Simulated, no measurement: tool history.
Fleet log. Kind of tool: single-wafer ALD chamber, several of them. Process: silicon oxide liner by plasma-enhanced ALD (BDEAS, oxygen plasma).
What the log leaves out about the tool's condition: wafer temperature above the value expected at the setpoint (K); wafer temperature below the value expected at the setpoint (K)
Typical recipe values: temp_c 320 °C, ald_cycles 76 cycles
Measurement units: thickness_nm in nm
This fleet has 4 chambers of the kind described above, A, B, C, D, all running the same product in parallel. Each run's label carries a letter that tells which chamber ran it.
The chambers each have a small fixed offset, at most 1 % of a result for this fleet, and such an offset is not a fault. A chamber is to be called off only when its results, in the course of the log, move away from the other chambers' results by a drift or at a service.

| run | hour | temp_c | ald_cycles | hours since the last thermocouple change | read-back reference wafer on the same gauge, thickness_nm | thickness_nm |
|---|---|---|---|---|---|---|
| 1A | 11.5 | 320 | 76 | 848 | 5.9612 | 6.8477 |
|  | 17.6 | chamber B: thermocouple changed; heater temperature recalibrated |
| 2B | 19.4 | 320 | 76 | 1.8 | 5.9643 | 6.8683 |
| 3D | 26.8 | 320 | 76 | 1387.5 | 5.9636 | 6.9387 |
| 4C | 35.5 | 320 | 76 | 882.9 | 5.9662 | 6.8542 |
| 5A | 46.3 | 320 | 76 | 882.8 | 5.9678 | 6.8689 |
| 6C | 57.2 | 320 | 76 | 904.6 | 5.9695 | 6.8526 |
| 7D | 64.5 | 320 | 76 | 1425.2 | 5.9697 | 6.9539 |
| 8B | 73.2 | 328 | 86 | 55.6 | 5.9715 | 7.6841 |
| 9A | 79.5 | 328 | 86 | 916 | 5.9689 | 7.6695 |
| 10D | 89.9 | 328 | 86 | 1450.6 | 5.9743 | 7.7689 |
| 11C | 101.6 | 328 | 86 | 949 | 5.9764 | 7.6824 |
| 12B | 109.9 | 320 | 76 | 92.3 | 5.9759 | 6.8624 |
| 13C | 116.5 | 320 | 76 | 963.9 | 5.9779 | 6.8769 |
| 14D | 122.3 | 311 | 86 | 1483 | 5.978 | 7.9629 |
| 15A | 127.8 | 311 | 86 | 964.3 | 5.9807 | 7.887 |
| 16B | 138.8 | 311 | 86 | 121.2 | 5.9803 | 7.882 |
| 17B | 149.7 | 311 | 86 | 132.1 | 5.9844 | 7.8812 |
| 18C | 154.9 | 320 | 76 | 1002.3 | 5.9819 | 6.8672 |
| 19A | 163.2 | 320 | 76 | 999.7 | 5.9824 | 6.8901 |
| 20D | 171 | 320 | 76 | 1531.7 | 5.9851 | 6.9648 |
| 21C | 181 | 320 | 76 | 1028.4 | 5.9869 | 6.8862 |
| 22A | 191.9 | 329 | 61 | 1028.4 | 5.9895 | 5.4595 |
| 23B | 203.3 | 329 | 61 | 185.7 | 5.989 | 5.4621 |
| 24D | 211.6 | 329 | 61 | 1572.3 | 5.993 | 5.5178 |

Is one chamber out of step, is the gauge drifting, or do the chambers differ by no more than their own small offsets? For an off chamber, give its letter and the likeliest cause.

The shared gauge is drifting. All chambers look as if they move in step, but none is off.
Likeliest cause: gauge reads high (%) = 0.565.

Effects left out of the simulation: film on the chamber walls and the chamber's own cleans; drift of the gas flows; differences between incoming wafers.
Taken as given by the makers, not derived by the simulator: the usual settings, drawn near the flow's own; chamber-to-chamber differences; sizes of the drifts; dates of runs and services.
